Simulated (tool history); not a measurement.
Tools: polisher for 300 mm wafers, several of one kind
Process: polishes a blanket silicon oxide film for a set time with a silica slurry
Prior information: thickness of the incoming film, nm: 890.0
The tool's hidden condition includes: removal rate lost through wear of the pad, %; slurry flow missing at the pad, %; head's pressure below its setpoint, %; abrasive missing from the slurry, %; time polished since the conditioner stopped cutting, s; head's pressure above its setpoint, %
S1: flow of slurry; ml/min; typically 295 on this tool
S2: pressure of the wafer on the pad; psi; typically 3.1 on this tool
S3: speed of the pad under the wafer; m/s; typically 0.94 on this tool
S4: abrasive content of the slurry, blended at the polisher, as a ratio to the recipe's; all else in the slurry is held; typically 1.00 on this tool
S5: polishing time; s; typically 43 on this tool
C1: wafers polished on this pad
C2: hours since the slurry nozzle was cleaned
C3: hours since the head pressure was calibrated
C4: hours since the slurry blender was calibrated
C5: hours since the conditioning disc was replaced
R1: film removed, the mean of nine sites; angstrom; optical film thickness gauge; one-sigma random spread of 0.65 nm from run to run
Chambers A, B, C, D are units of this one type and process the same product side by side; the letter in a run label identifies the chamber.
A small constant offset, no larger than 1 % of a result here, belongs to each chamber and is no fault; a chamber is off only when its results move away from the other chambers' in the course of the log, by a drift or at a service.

run   hour   S1   S2    S3    S4  S5    C1     C2      C3     C4     C5       R1
       5.6  -- chamber D: conditioning disc replaced and pad reconditioned
 1A    7.5  295  3.1  0.94  1.00  43   351  298.9   119.8  161.5  176.4  1031.80
      10.4  -- chamber C: worn pad replaced by a new one
 2C   15.5  295  3.1  0.94  1.00  43    61  166.9    89.9  317.3  174.5  1042.20
 3D   21.2  295  3.1  0.94  1.00  43   874  264.9   965.8  184.4   15.6  1040.20
 4B   30.0  295  3.1  0.94  1.00  43  1025  139.9   451.4   89.6   84.0  1033.70
 5C   38.4  295  3.1  0.94  1.00  43   335  189.8   112.8  340.2  197.4  1021.00
 6A   47.8  295  3.1  0.94  1.00  43   832  339.2   160.1  201.8  216.7  1027.40
      50.4  -- chamber C: conditioning disc replaced and pad reconditioned
      50.5  -- chamber A: worn pad replaced by a new one
      57.3  -- chamber D: worn pad replaced by a new one
 7B   57.6  295  3.1  0.94  1.00  38  1355  167.5   479.0  117.2  111.6   903.09
      65.4  -- chamber B: worn pad replaced by a new one
 8D   69.2  295  3.1  0.94  1.00  38   142  312.9  1013.8  232.4   63.6   906.07
      76.2  -- chamber B: slurry blender recalibrated
 9B   81.6  295  3.1  0.94  1.00  38   194  191.5   503.0    5.5  135.6   911.76
      85.2  -- chamber B: conditioning disc replaced and pad reconditioned
      89.1  -- chamber A: slurry nozzle cleaned
10C   89.6  295  3.1  0.94  1.00  38   947  241.0   164.0  391.4   39.2   910.79
11D   96.0  295  3.1  0.94  1.00  43   462  339.7  1040.6  259.2   90.4  1031.70
     100.7  -- chamber A: slurry blender recalibrated
     105.3  -- chamber A: conditioning disc replaced and pad reconditioned
12A  105.7  295  3.1  0.94  1.00  43   659   16.7   218.0    5.1    0.5  1021.90
     106.3  -- chamber A: worn pad replaced by a new one
     107.1  -- chamber D: slurry nozzle cleaned
13D  117.6  295  3.1  0.94  1.00  43   721   10.6  1062.2  280.8  112.0  1024.00
14A  122.9  295  3.1  0.94  1.00  43   199   33.9   235.2   22.3   17.7  1031.20
     133.6  -- chamber C: worn pad replaced by a new one
15C  134.2  295  3.1  0.94  1.00  43     8  285.6   208.6  436.0   83.8  1034.10
16B  141.8  295  3.1  0.94  1.00  43   913  251.7   563.2   65.7   56.6  1022.50
17B  153.4  295  3.1  0.94  1.00  43  1052  263.3   574.8   77.3   68.2  1017.10
     155.1  -- chamber D: worn pad replaced by a new one
     158.4  -- chamber B: head pressure recalibrated
18C  165.2  295  3.1  0.94  1.00  43   378  316.6   239.6  467.0  114.8  1023.70
     167.3  -- chamber C: slurry blender recalibrated
19D  176.2  295  3.1  0.94  1.00  43   252   69.2  1120.8  339.4  170.6  1029.80
     178.5  -- chamber A: worn pad replaced by a new one
20A  184.1  295  3.1  0.94  1.00  43    66   95.1   296.4   83.5   78.9  1015.30
     187.4  -- chamber B: worn pad replaced by a new one
21C  193.4  295  3.1  0.94  1.00  43   715  344.8   267.8   26.2  143.0  1024.70
22D  202.6  295  3.1  0.94  1.00  43   568   95.6  1147.2  365.8  197.0  1027.20
     206.3  -- chamber B: slurry blender recalibrated
23B  209.7  295  3.1  0.94  1.00  43   267  319.6    51.3    3.5  124.5  1088.10
24A  218.1  295  3.1  0.94  1.00  43   473  129.1   330.4  117.5  112.9  1020.90
25A  227.5  295  3.1  0.94  1.00  43   585  138.5   339.8  126.9  122.3  1032.90
26B  234.5  295  3.1  0.94  1.00  43   563  344.4    76.1   28.3  149.3  1091.40
27D  245.3  295  3.1  0.94  1.00  43  1078  138.3  1189.9  408.5  239.7  1036.10

Next, all 4 chambers run the settings below, one line each with question marks for the results. What does each chamber give?
28A  254.2  295  3.1  0.94  0.75  43                       ?
28B  254.2  295  3.1  0.94  0.75  43                       ?
28C  254.2  295  3.1  0.94  0.75  43                       ?
28D  254.2  295  3.1  0.94  0.75  43                       ?

run      R1
28A  898.90
28B  931.29
28C  892.52
28D  889.71
